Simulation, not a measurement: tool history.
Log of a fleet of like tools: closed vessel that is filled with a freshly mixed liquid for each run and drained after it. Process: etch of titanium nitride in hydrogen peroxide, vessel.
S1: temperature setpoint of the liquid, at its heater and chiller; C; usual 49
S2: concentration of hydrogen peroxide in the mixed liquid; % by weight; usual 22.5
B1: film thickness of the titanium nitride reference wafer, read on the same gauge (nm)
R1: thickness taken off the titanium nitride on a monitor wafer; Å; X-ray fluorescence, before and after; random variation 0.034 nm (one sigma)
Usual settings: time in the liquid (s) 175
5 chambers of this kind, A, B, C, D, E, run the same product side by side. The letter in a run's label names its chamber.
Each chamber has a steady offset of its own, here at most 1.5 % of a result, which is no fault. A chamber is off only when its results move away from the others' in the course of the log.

{"run": "1D", "hour": 13.2, "S1": 49, "S2": 22.5, "time in the liquid (s)": 175, "B1": 150.02, "R1": 40.959}
{"run": "2B", "hour": 25.8, "S1": 49, "S2": 22.5, "time in the liquid (s)": 175, "B1": 150.02, "R1": 41.487}
{"hour": 33.5, "done": "chamber C: new drum of peroxide connected"}
{"run": "3E", "hour": 37.3, "S1": 49, "S2": 22.5, "time in the liquid (s)": 175, "B1": 150.02, "R1": 41.838}
{"run": "4C", "hour": 45.9, "S1": 49, "S2": 22.5, "time in the liquid (s)": 175, "B1": 150.04, "R1": 41.923}
{"hour": 47.8, "done": "chamber A: thermometer replaced"}
{"run": "5A", "hour": 59.4, "S1": 49, "S2": 22.5, "time in the liquid (s)": 175, "B1": 150.04, "R1": 42.242}
{"run": "6A", "hour": 67.7, "S1": 49, "S2": 22.5, "time in the liquid (s)": 175, "B1": 149.98, "R1": 42.293}
{"run": "7D", "hour": 79.9, "S1": 49, "S2": 22.5, "time in the liquid (s)": 175, "B1": 149.96, "R1": 40.599}
{"run": "8C", "hour": 86.5, "S1": 49, "S2": 22.5, "time in the liquid (s)": 175, "B1": 150.06, "R1": 42.233}
{"hour": 92.3, "done": "chamber E: peroxide flow meter replaced"}
{"run": "9E", "hour": 100.3, "S1": 49, "S2": 22.5, "time in the liquid (s)": 175, "B1": 150.03, "R1": 42.093}
{"run": "10B", "hour": 109.7, "S1": 49, "S2": 22.5, "time in the liquid (s)": 175, "B1": 149.96, "R1": 42.655}
{"run": "11E", "hour": 120.6, "S1": 49, "S2": 22.5, "time in the liquid (s)": 175, "B1": 150.02, "R1": 41.609}
{"run": "12D", "hour": 126.6, "S1": 49, "S2": 22.5, "time in the liquid (s)": 175, "B1": 150, "R1": 40.58}
{"run": "13B", "hour": 133.8, "S1": 49, "S2": 22.5, "time in the liquid (s)": 175, "B1": 149.99, "R1": 41.66}
{"run": "14C", "hour": 141.4, "S1": 49, "S2": 27, "time in the liquid (s)": 100, "B1": 150, "R1": 25.12}
{"run": "15A", "hour": 148.2, "S1": 49, "S2": 27, "time in the liquid (s)": 100, "B1": 149.97, "R1": 24.999}
{"run": "16D", "hour": 160.8, "S1": 49, "S2": 27, "time in the liquid (s)": 100, "B1": 149.99, "R1": 24.545}
{"run": "17B", "hour": 173.2, "S1": 49, "S2": 27, "time in the liquid (s)": 100, "B1": 150.07, "R1": 25.086}
{"run": "18E", "hour": 180.6, "S1": 49, "S2": 27, "time in the liquid (s)": 100, "B1": 150, "R1": 24.783}
{"run": "19A", "hour": 188.2, "S1": 49, "S2": 22.5, "time in the liquid (s)": 175, "B1": 149.99, "R1": 42.256}
{"run": "20C", "hour": 196.0, "S1": 49, "S2": 22.5, "time in the liquid (s)": 175, "B1": 149.97, "R1": 42.381}
{"run": "21C", "hour": 204.4, "S1": 49, "S2": 22.5, "time in the liquid (s)": 175, "B1": 149.99, "R1": 41.796}
{"run": "22D", "hour": 215.9, "S1": 49, "S2": 22.5, "time in the liquid (s)": 175, "B1": 150, "R1": 41.234}
{"run": "23E", "hour": 226.3, "S1": 49, "S2": 22.5, "time in the liquid (s)": 175, "B1": 149.99, "R1": 41.334}
{"hour": 233.7, "done": "chamber E: thermometer replaced"}
{"run": "24B", "hour": 234.7, "S1": 49, "S2": 22.5, "time in the liquid (s)": 175, "B1": 149.96, "R1": 41.938}
{"run": "25A", "hour": 243.7, "S1": 49, "S2": 22.5, "time in the liquid (s)": 175, "B1": 149.98, "R1": 41.803}
{"run": "26D", "hour": 252.6, "S1": 49, "S2": 22.5, "time in the liquid (s)": 175, "B1": 150.03, "R1": 41.335}
{"run": "27A", "hour": 259.9, "S1": 49, "S2": 22.5, "time in the liquid (s)": 175, "B1": 150.02, "R1": 42.204}
{"run": "28C", "hour": 267.6, "S1": 49, "S2": 22.5, "time in the liquid (s)": 175, "B1": 149.99, "R1": 42.064}
{"run": "29E", "hour": 276.8, "S1": 49, "S2": 22.5, "time in the liquid (s)": 175, "B1": 150.03, "R1": 41.307}
{"run": "30B", "hour": 287.6, "S1": 49, "S2": 22.5, "time in the liquid (s)": 175, "B1": 150.06, "R1": 42.416}
{"run": "31C", "hour": 298.8, "S1": 49, "S2": 22.5, "time in the liquid (s)": 175, "B1": 149.97, "R1": 42.286}
{"hour": 303.8, "done": "chamber E: new drum of peroxide connected"}
{"run": "32A", "hour": 305.1, "S1": 49, "S2": 22.5, "time in the liquid (s)": 175, "B1": 150.05, "R1": 41.792}
{"run": "33D", "hour": 316.7, "S1": 49, "S2": 22.5, "time in the liquid (s)": 175, "B1": 149.97, "R1": 40.899}
{"run": "34B", "hour": 323.5, "S1": 49, "S2": 22.5, "time in the liquid (s)": 275, "B1": 150.03, "R1": 64.417}
{"run": "35E", "hour": 336.8, "S1": 49, "S2": 22.5, "time in the liquid (s)": 275, "B1": 150.03, "R1": 65.693}

All 5 chambers run these settings next. Forecast each chamber's results:
{"run": "36A", "hour": 346.8, "S1": 56, "S2": 22.5, "time in the liquid (s)": 175, "R1": "?"}
{"run": "36B", "hour": 346.8, "S1": 56, "S2": 22.5, "time in the liquid (s)": 175, "R1": "?"}
{"run": "36C", "hour": 346.8, "S1": 56, "S2": 22.5, "time in the liquid (s)": 175, "R1": "?"}
{"run": "36D", "hour": 346.8, "S1": 56, "S2": 22.5, "time in the liquid (s)": 175, "R1": "?"}
{"run": "36E", "hour": 346.8, "S1": 56, "S2": 22.5, "time in the liquid (s)": 175, "R1": "?"}

run=36A R1=69.565
run=36B R1=68.454
run=36C R1=69.544
run=36D R1=66.757
run=36E R1=67.992
